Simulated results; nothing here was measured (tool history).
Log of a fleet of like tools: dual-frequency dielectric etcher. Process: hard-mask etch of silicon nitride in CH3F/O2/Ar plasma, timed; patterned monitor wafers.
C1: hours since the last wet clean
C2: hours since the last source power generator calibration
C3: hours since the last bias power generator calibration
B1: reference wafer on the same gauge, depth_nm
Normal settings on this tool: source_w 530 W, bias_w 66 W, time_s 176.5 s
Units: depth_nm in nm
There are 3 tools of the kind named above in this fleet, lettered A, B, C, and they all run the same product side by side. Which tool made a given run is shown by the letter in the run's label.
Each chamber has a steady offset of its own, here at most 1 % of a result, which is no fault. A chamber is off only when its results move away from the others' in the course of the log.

{"run": "1C", "hour": 6.8, "source_w": 530, "bias_w": 66, "time_s": 176.5, "C1": 145.4, "C2": 507.7, "C3": 3352.8, "B1": 111, "depth_nm": 133.99}
{"run": "2A", "hour": 14.2, "source_w": 530, "bias_w": 66, "time_s": 176.5, "C1": 297.7, "C2": 2042.4, "C3": 3962, "B1": 111.04, "depth_nm": 132.49}
{"run": "3B", "hour": 18.8, "source_w": 530, "bias_w": 66, "time_s": 176.5, "C1": 448.8, "C2": 1996.5, "C3": 227.9, "B1": 111.03, "depth_nm": 133.27}
{"run": "4B", "hour": 25.0, "source_w": 530, "bias_w": 66, "time_s": 176.5, "C1": 455, "C2": 2002.7, "C3": 234.1, "B1": 111.05, "depth_nm": 133.07}
{"run": "5C", "hour": 32.6, "source_w": 530, "bias_w": 66, "time_s": 176.5, "C1": 171.2, "C2": 533.5, "C3": 3378.6, "B1": 111.09, "depth_nm": 134.07}
{"run": "6A", "hour": 38.6, "source_w": 530, "bias_w": 66, "time_s": 176.5, "C1": 322.1, "C2": 2066.8, "C3": 3986.4, "B1": 111.09, "depth_nm": 133.01}
{"run": "7B", "hour": 45.0, "source_w": 530, "bias_w": 66, "time_s": 176.5, "C1": 475, "C2": 2022.7, "C3": 254.1, "B1": 111.16, "depth_nm": 133.59}
{"run": "8C", "hour": 49.6, "source_w": 530, "bias_w": 66, "time_s": 176.5, "C1": 188.2, "C2": 550.5, "C3": 3395.6, "B1": 111.13, "depth_nm": 133.57}
{"run": "9A", "hour": 56.6, "source_w": 530, "bias_w": 66, "time_s": 176.5, "C1": 340.1, "C2": 2084.8, "C3": 4004.4, "B1": 111.22, "depth_nm": 132.98}
{"run": "10C", "hour": 64.0, "source_w": 530, "bias_w": 66, "time_s": 176.5, "C1": 202.6, "C2": 564.9, "C3": 3410, "B1": 111.18, "depth_nm": 134.17}
{"run": "11B", "hour": 69.8, "source_w": 530, "bias_w": 66, "time_s": 176.5, "C1": 499.8, "C2": 2047.5, "C3": 278.9, "B1": 111.21, "depth_nm": 133.58}
{"run": "12A", "hour": 74.9, "source_w": 530, "bias_w": 66, "time_s": 176.5, "C1": 358.4, "C2": 2103.1, "C3": 4022.7, "B1": 111.24, "depth_nm": 133.1}
{"run": "13A", "hour": 81.9, "source_w": 530, "bias_w": 66, "time_s": 208, "C1": 365.4, "C2": 2110.1, "C3": 4029.7, "B1": 111.27, "depth_nm": 156.72}
{"run": "14C", "hour": 87.4, "source_w": 530, "bias_w": 66, "time_s": 208, "C1": 226, "C2": 588.3, "C3": 3433.4, "B1": 111.3, "depth_nm": 157.9}
{"run": "15B", "hour": 92.8, "source_w": 530, "bias_w": 66, "time_s": 208, "C1": 522.8, "C2": 2070.5, "C3": 301.9, "B1": 111.3, "depth_nm": 157.49}
{"run": "16B", "hour": 98.0, "source_w": 530, "bias_w": 66, "time_s": 176.5, "C1": 528, "C2": 2075.7, "C3": 307.1, "B1": 111.27, "depth_nm": 133.74}
{"run": "17C", "hour": 106.0, "source_w": 530, "bias_w": 52, "time_s": 176.5, "C1": 244.6, "C2": 606.9, "C3": 3452, "B1": 111.35, "depth_nm": 124.02}
{"run": "18A", "hour": 113.7, "source_w": 530, "bias_w": 52, "time_s": 176.5, "C1": 397.2, "C2": 2141.9, "C3": 4061.5, "B1": 111.36, "depth_nm": 123.06}
{"run": "19C", "hour": 117.3, "source_w": 530, "bias_w": 52, "time_s": 176.5, "C1": 255.9, "C2": 618.2, "C3": 3463.3, "B1": 111.35, "depth_nm": 124.23}
{"run": "20B", "hour": 123.0, "source_w": 530, "bias_w": 66, "time_s": 176.5, "C1": 553, "C2": 2100.7, "C3": 332.1, "B1": 111.33, "depth_nm": 133.79}
{"run": "21A", "hour": 128.4, "source_w": 530, "bias_w": 77, "time_s": 137, "C1": 411.9, "C2": 2156.6, "C3": 4076.2, "B1": 111.42, "depth_nm": 108.93}
{"run": "22A", "hour": 133.0, "source_w": 530, "bias_w": 77, "time_s": 137, "C1": 416.5, "C2": 2161.2, "C3": 4080.8, "B1": 111.38, "depth_nm": 108.52}
{"run": "23C", "hour": 137.0, "source_w": 530, "bias_w": 77, "time_s": 137, "C1": 275.6, "C2": 637.9, "C3": 3483, "B1": 111.42, "depth_nm": 109.61}
{"run": "24B", "hour": 144.5, "source_w": 530, "bias_w": 66, "time_s": 176.5, "C1": 574.5, "C2": 2122.2, "C3": 353.6, "B1": 111.41, "depth_nm": 134.01}
{"run": "25B", "hour": 149.6, "source_w": 530, "bias_w": 66, "time_s": 176.5, "C1": 579.6, "C2": 2127.3, "C3": 358.7, "B1": 111.45, "depth_nm": 133.64}
{"run": "26C", "hour": 154.7, "source_w": 530, "bias_w": 66, "time_s": 176.5, "C1": 293.3, "C2": 655.6, "C3": 3500.7, "B1": 111.48, "depth_nm": 134.3}
{"run": "27A", "hour": 160.0, "source_w": 530, "bias_w": 66, "time_s": 176.5, "C1": 443.5, "C2": 2188.2, "C3": 4107.8, "B1": 111.5, "depth_nm": 133.22}
{"run": "28A", "hour": 166.5, "source_w": 530, "bias_w": 66, "time_s": 176.5, "C1": 450, "C2": 2194.7, "C3": 4114.3, "B1": 111.51, "depth_nm": 132.93}
{"run": "29B", "hour": 173.6, "source_w": 530, "bias_w": 66, "time_s": 176.5, "C1": 603.6, "C2": 2151.3, "C3": 382.7, "B1": 111.53, "depth_nm": 133.94}
{"run": "30C", "hour": 181.0, "source_w": 530, "bias_w": 59, "time_s": 125, "C1": 319.6, "C2": 681.9, "C3": 3527, "B1": 111.53, "depth_nm": 91.48}
{"run": "31B", "hour": 187.8, "source_w": 530, "bias_w": 59, "time_s": 125, "C1": 617.8, "C2": 2165.5, "C3": 396.9, "B1": 111.63, "depth_nm": 91.625}
{"run": "32A", "hour": 192.0, "source_w": 530, "bias_w": 59, "time_s": 125, "C1": 475.5, "C2": 2220.2, "C3": 4139.8, "B1": 111.57, "depth_nm": 91.043}
{"run": "33C", "hour": 199.2, "source_w": 530, "bias_w": 66, "time_s": 176.5, "C1": 337.8, "C2": 700.1, "C3": 3545.2, "B1": 111.56, "depth_nm": 134.1}
{"run": "34C", "hour": 203.8, "source_w": 530, "bias_w": 66, "time_s": 176.5, "C1": 342.4, "C2": 704.7, "C3": 3549.8, "B1": 111.59, "depth_nm": 134.32}
{"run": "35B", "hour": 207.7, "source_w": 530, "bias_w": 66, "time_s": 176.5, "C1": 637.7, "C2": 2185.4, "C3": 416.8, "B1": 111.62, "depth_nm": 134.1}
{"run": "36A", "hour": 214.0, "source_w": 530, "bias_w": 66, "time_s": 176.5, "C1": 497.5, "C2": 2242.2, "C3": 4161.8, "B1": 111.61, "depth_nm": 133.62}

Decide between three cases: one chamber stands off from its peers, the gauge reading all wafers drifts, or nothing is wrong past each chamber's small offset. Where a chamber is off, say which and what most likely put it there.

The shared gauge is drifting. All chambers look as if they move in step, but none is off.
Cause: gauge reads high (%) = 0.594.

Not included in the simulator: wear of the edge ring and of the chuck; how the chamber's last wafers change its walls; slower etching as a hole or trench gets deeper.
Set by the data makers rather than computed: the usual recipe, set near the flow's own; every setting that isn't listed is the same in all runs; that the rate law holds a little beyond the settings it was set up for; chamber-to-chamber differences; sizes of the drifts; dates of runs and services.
